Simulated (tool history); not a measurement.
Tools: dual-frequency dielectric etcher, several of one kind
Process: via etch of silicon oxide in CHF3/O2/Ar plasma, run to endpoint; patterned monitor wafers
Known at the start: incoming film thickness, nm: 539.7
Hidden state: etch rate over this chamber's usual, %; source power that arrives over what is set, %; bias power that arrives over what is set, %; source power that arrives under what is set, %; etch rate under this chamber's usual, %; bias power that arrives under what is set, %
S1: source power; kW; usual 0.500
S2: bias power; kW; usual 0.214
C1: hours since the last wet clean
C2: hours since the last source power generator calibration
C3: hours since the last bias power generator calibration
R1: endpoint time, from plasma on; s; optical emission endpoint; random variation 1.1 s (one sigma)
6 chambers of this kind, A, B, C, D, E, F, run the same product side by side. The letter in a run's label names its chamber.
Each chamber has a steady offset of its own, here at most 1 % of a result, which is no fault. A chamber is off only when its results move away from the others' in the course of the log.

run 1A hour=3.8 | S1=0.500 S2=0.214 | C1=224.9 C2=3432.1 C3=3321.9 | R1=276.09
run 2F hour=9.2 | S1=0.500 S2=0.214 | C1=384.7 C2=1046.6 C3=1248.1 | R1=276.47
-- hour=13.7 chamber C: wet clean of the chamber
run 3C hour=15.8 | S1=0.500 S2=0.214 | C1=2.1 C2=368.2 C3=640.6 | R1=274.80
run 4E hour=22.6 | S1=0.500 S2=0.214 | C1=329.7 C2=895.3 C3=4118.6 | R1=273.25
run 5B hour=27.6 | S1=0.500 S2=0.214 | C1=108.0 C2=1367.9 C3=3657.9 | R1=275.57
run 6D hour=32.0 | S1=0.430 S2=0.244 | C1=271.0 C2=3011.6 C3=1155.7 | R1=279.00
run 7D hour=37.2 | S1=0.430 S2=0.244 | C1=276.2 C2=3016.8 C3=1160.9 | R1=276.21
run 8B hour=43.7 | S1=0.430 S2=0.244 | C1=124.1 C2=1384.0 C3=3674.0 | R1=275.82
run 9A hour=50.1 | S1=0.430 S2=0.244 | C1=271.2 C2=3478.4 C3=3368.2 | R1=278.21
run 10F hour=56.9 | S1=0.430 S2=0.244 | C1=432.4 C2=1094.3 C3=1295.8 | R1=277.61
run 11C hour=61.7 | S1=0.430 S2=0.244 | C1=48.0 C2=414.1 C3=686.5 | R1=275.99
run 12E hour=69.0 | S1=0.500 S2=0.184 | C1=376.1 C2=941.7 C3=4165.0 | R1=290.89
run 13E hour=75.6 | S1=0.500 S2=0.184 | C1=382.7 C2=948.3 C3=4171.6 | R1=287.06
run 14B hour=81.1 | S1=0.500 S2=0.184 | C1=161.5 C2=1421.4 C3=3711.4 | R1=291.28
run 15C hour=88.6 | S1=0.500 S2=0.184 | C1=74.9 C2=441.0 C3=713.4 | R1=288.02
run 16F hour=93.0 | S1=0.500 S2=0.184 | C1=468.5 C2=1130.4 C3=1331.9 | R1=290.40
run 17D hour=97.6 | S1=0.500 S2=0.184 | C1=336.6 C2=3077.2 C3=1221.3 | R1=286.62
run 18A hour=104.3 | S1=0.500 S2=0.170 | C1=325.4 C2=3532.6 C3=3422.4 | R1=298.10
run 19E hour=110.7 | S1=0.500 S2=0.170 | C1=417.8 C2=983.4 C3=4206.7 | R1=296.73
run 20D hour=114.8 | S1=0.500 S2=0.170 | C1=353.8 C2=3094.4 C3=1238.5 | R1=296.35
run 21C hour=119.2 | S1=0.500 S2=0.170 | C1=105.5 C2=471.6 C3=744.0 | R1=296.23
run 22F hour=123.1 | S1=0.500 S2=0.170 | C1=498.6 C2=1160.5 C3=1362.0 | R1=299.56
run 23A hour=128.9 | S1=0.500 S2=0.170 | C1=350.0 C2=3557.2 C3=3447.0 | R1=298.02
run 24B hour=136.7 | S1=0.500 S2=0.214 | C1=217.1 C2=1477.0 C3=3767.0 | R1=276.76
run 25B hour=142.3 | S1=0.500 S2=0.214 | C1=222.7 C2=1482.6 C3=3772.6 | R1=275.23
run 26D hour=149.8 | S1=0.610 S2=0.233 | C1=388.8 C2=3129.4 C3=1273.5 | R1=245.58
run 27E hour=157.6 | S1=0.610 S2=0.233 | C1=464.7 C2=1030.3 C3=4253.6 | R1=246.56
run 28C hour=161.8 | S1=0.610 S2=0.233 | C1=148.1 C2=514.2 C3=786.6 | R1=247.65
run 29F hour=169.2 | S1=0.610 S2=0.233 | C1=544.7 C2=1206.6 C3=1408.1 | R1=252.21
run 30A hour=176.6 | S1=0.610 S2=0.233 | C1=397.7 C2=3604.9 C3=3494.7 | R1=248.72
run 31B hour=183.3 | S1=0.610 S2=0.233 | C1=263.7 C2=1523.6 C3=3813.6 | R1=249.18
run 32A hour=190.9 | S1=0.500 S2=0.214 | C1=412.0 C2=3619.2 C3=3509.0 | R1=275.76
-- hour=192.6 chamber E: wet clean of the chamber
run 33E hour=195.7 | S1=0.540 S2=0.236 | C1=3.1 C2=1068.4 C3=4291.7 | R1=258.04
run 34C hour=199.7 | S1=0.540 S2=0.236 | C1=186.0 C2=552.1 C3=824.5 | R1=257.94
-- hour=201.5 chamber A: wet clean of the chamber
run 35D hour=205.0 | S1=0.540 S2=0.236 | C1=444.0 C2=3184.6 C3=1328.7 | R1=256.33
run 36F hour=210.6 | S1=0.540 S2=0.236 | C1=586.1 C2=1248.0 C3=1449.5 | R1=264.66
run 37C hour=215.4 | S1=0.540 S2=0.236 | C1=201.7 C2=567.8 C3=840.2 | R1=257.63
-- hour=215.9 chamber A: source power generator calibrated
run 38B hour=220.5 | S1=0.540 S2=0.236 | C1=300.9 C2=1560.8 C3=3850.8 | R1=258.83
run 39A hour=226.0 | S1=0.500 S2=0.214 | C1=24.6 C2=10.1 C3=3544.1 | R1=276.60
run 40D hour=231.9 | S1=0.500 S2=0.214 | C1=470.9 C2=3211.5 C3=1355.6 | R1=273.23
run 41E hour=235.6 | S1=0.500 S2=0.214 | C1=43.0 C2=1108.3 C3=4331.6 | R1=273.97

Is one chamber off against the others, does the gauge drift, or is nothing wrong? If a chamber is off, say which, and what the likeliest cause is.

Chamber F drifts away from the others.
Cause: etch rate under this chamber's usual, % = 3.41.

Here are 4 candidates for chamber F's next run, each the usual settings with a change, their results left as question marks. Which one brings its results back in line with what the others give on the usual settings?
In line means no further than this from the other chambers' mean on the usual settings: R1 4.00 s
run 42F-1 hour=241.2 | S1=0.490 S2=0.211 | R1=?
run 42F-2 hour=241.2 | S1=0.500 S2=0.193 | R1=?
run 42F-3 hour=241.2 | S1=0.520 S2=0.225 | R1=?
run 42F-4 hour=241.2 | S1=0.500 S2=0.219 | R1=?

The other chambers' mean on the usual settings: R1 274.96 s
run=42F-1 R1=287.78
run=42F-2 R1=294.71
run=42F-3 R1=275.13
run=42F-4 R1=281.87
42F-3 brings the chamber back in line.
